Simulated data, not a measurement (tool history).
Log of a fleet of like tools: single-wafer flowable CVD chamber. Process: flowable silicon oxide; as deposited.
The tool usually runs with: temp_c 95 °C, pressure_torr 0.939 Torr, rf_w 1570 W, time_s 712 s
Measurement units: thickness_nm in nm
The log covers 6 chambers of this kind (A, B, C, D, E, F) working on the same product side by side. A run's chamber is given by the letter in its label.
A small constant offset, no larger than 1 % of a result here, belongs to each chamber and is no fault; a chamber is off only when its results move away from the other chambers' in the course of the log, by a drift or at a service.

run   hour  temp_c  pressure_torr  rf_w  time_s  read-back reference wafer on the same gauge, thickness_nm  thickness_nm
 1D    4.2      95          0.939  1570     712                                                     672.92        583.43
 2E    8.3      95          0.939  1570     712                                                     672.61        594.92
 3A   12.7      95          0.939  1570     712                                                     672.64        587.21
 4B   16.0      95          0.939  1570     712                                                     672.97        586.33
 5F   18.1      95          0.939  1570     712                                                     673.75        601.52
 6C   21.7     108          0.939  1570     827                                                     672.75        450.35
 7E   23.7     108          0.939  1570     827                                                     672.93        443.90
 8B   26.9     108          0.939  1570     827                                                     673.22        443.26
 9F   29.5     108          0.939  1570     827                                                     672.44        443.91
10A   33.7     108          0.939  1570     827                                                     673.41        443.80
11C   36.2     108          0.939  1570     827                                                     673.43        453.64
12D   39.9      95          0.939  1570     712                                                     673.51        583.36
13F   41.9      95          0.939  1570     712                                                     672.24        594.28
14D   46.2      95          0.939  1570     712                                                     671.99        586.41
15C   49.4      95          0.939  1570     712                                                     674.01        589.27
16B   53.1      95          0.939  1570     712                                                     672.89        586.86
17A   57.0      95          0.939  1570     712                                                     671.80        583.95
18E   61.5      95          0.939  1570     712                                                     673.44        584.41
19A   65.4     108          0.939  1570     712                                                     673.21        385.83
20D   69.1     108          0.939  1570     712                                                     673.54        386.62
21C   71.8     108          0.939  1570     712                                                     672.85        390.51
22F   75.4     108          0.939  1570     712                                                     673.07        386.90
23E   79.8     108          0.939  1570     712                                                     672.73        379.57
24B   82.6     108          0.939  1570     712                                                     673.97        384.06
25B   85.1      95          0.939  1355     712                                                     672.94        555.61
26D   88.7      95          0.939  1355     712                                                     673.56        556.31
27C   91.1      95          0.939  1355     712                                                     673.55        565.44
28E   95.2      95          0.939  1355     712                                                     674.30        555.92
29F   98.2      95          0.939  1355     712                                                     673.12        560.87
30A  101.8      95          0.939  1355     712                                                     672.31        551.73
31B  105.9      95          0.939  1570     712                                                     672.98        584.49
32F  109.0      95          0.939  1570     712                                                     672.96        589.48
33C  111.0      95          0.939  1570     712                                                     672.26        597.61
34E  113.7      95          0.939  1570     712                                                     673.98        591.03
35A  116.3      95          0.939  1570     712                                                     672.82        578.29
36D  119.3      95          0.939  1570     712                                                     672.97        590.32
37F  123.1      95          0.939  1570     712                                                     672.25        588.55
38C  126.8      95          0.939  1570     712                                                     673.10        590.04
39B  129.0      95          0.939  1570     712                                                     672.68        585.81
40A  132.6      95          0.939  1570     712                                                     673.74        583.75

The same settings go to every chamber for the next run, one line per chamber below. Forecast the results for each:
41A  135.8      95          1.102  1570     712                                                                        ?
41B  135.8      95          1.102  1570     712                                                                        ?
41C  135.8      95          1.102  1570     712                                                                        ?
41D  135.8      95          1.102  1570     712                                                                        ?
41E  135.8      95          1.102  1570     712                                                                        ?
41F  135.8      95          1.102  1570     712                                                                        ?

run  thickness_nm
41A        709.23
41B        708.86
41C        717.12
41D        706.14
41E        706.12
41F        720.32
